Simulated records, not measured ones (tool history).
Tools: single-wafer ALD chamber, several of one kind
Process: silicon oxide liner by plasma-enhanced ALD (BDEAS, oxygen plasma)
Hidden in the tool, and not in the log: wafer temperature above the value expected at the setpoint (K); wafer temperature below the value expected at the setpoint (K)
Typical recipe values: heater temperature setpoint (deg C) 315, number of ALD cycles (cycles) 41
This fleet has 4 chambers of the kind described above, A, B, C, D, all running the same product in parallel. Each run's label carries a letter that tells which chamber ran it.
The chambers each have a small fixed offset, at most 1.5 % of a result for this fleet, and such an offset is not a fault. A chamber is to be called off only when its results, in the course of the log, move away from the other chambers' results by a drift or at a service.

run,hour,heater temperature setpoint (deg C),number of ALD cycles (cycles),hours since the last thermocouple change,"read-back reference wafer on the same gauge, thickness_nm",mean film thickness on the monitor wafer (angstrom)
1A,10.4,315,41,725.9,4.0515,37.107
2D,19.4,315,41,234.0,4.0510,37.608
3C,25.4,315,41,761.0,4.0506,37.110
4B,32.6,315,41,45.7,4.0518,37.826
5B,39.2,315,41,52.3,4.0522,37.807
6C,48.7,315,41,784.3,4.0539,37.152
7A,57.3,315,41,772.8,4.0542,37.057
8D,67.3,328,41,281.9,4.0559,36.909
9B,75.6,328,41,88.7,4.0570,37.239
10D,83.8,328,41,298.4,4.0570,37.015
11A,89.2,328,41,804.7,4.0575,36.461
12C,94.9,315,41,830.5,4.0575,37.195
13B,102.1,315,41,115.2,4.0572,37.924
14A,107.2,315,41,822.7,4.0603,37.070
15C,114.5,315,41,850.1,4.0578,37.145
16D,120.7,315,41,335.3,4.0594,37.749
17C,127.9,315,41,863.5,4.0616,37.174
18A,134.5,315,41,850.0,4.0602,37.160
19D,139.7,315,41,354.3,4.0613,37.731
20B,150.2,315,41,163.3,4.0629,37.862
21B,155.3,315,41,168.4,4.0627,37.861
22C,162.8,315,41,898.4,4.0623,37.209
23D,171.8,315,41,386.4,4.0632,37.744
24A,177.5,315,41,893.0,4.0639,37.162
25D,186.7,315,41,401.3,4.0655,37.666
26A,191.4,315,41,906.9,4.0644,37.135
27B,201.0,315,41,214.1,4.0672,38.014
28C,205.9,315,41,941.5,4.0677,37.365
29B,214.5,303,41,227.6,4.0684,38.631
30A,223.2,303,41,938.7,4.0664,37.817
31D,231.1,303,41,445.7,4.0682,38.426
32C,237.2,303,41,972.8,4.0686,37.821
33B,241.9,315,41,255.0,4.0695,38.019
34D,246.6,315,41,461.2,4.0687,37.761
35C,254.4,315,41,990.0,4.0686,37.326
36A,259.9,315,41,975.4,4.0709,37.243
37A,270.0,315,41,985.5,4.0721,37.213
38D,278.9,315,41,493.5,4.0723,37.754
39C,286.2,315,41,1021.8,4.0741,37.329
40B,296.1,315,41,309.2,4.0735,38.026
41D,303.2,315,41,517.8,4.0739,37.839
42A,309.3,315,41,1024.8,4.0751,37.294
43C,319.8,315,41,1055.4,4.0742,37.380

All 4 chambers run these settings next. Forecast each chamber's results:
44A,327.4,315,34,,,?
44B,327.4,315,34,,,?
44C,327.4,315,34,,,?
44D,327.4,315,34,,,?

run,mean film thickness on the monitor wafer (angstrom)
44A,31.001
44B,31.570
44C,30.976
44D,31.442
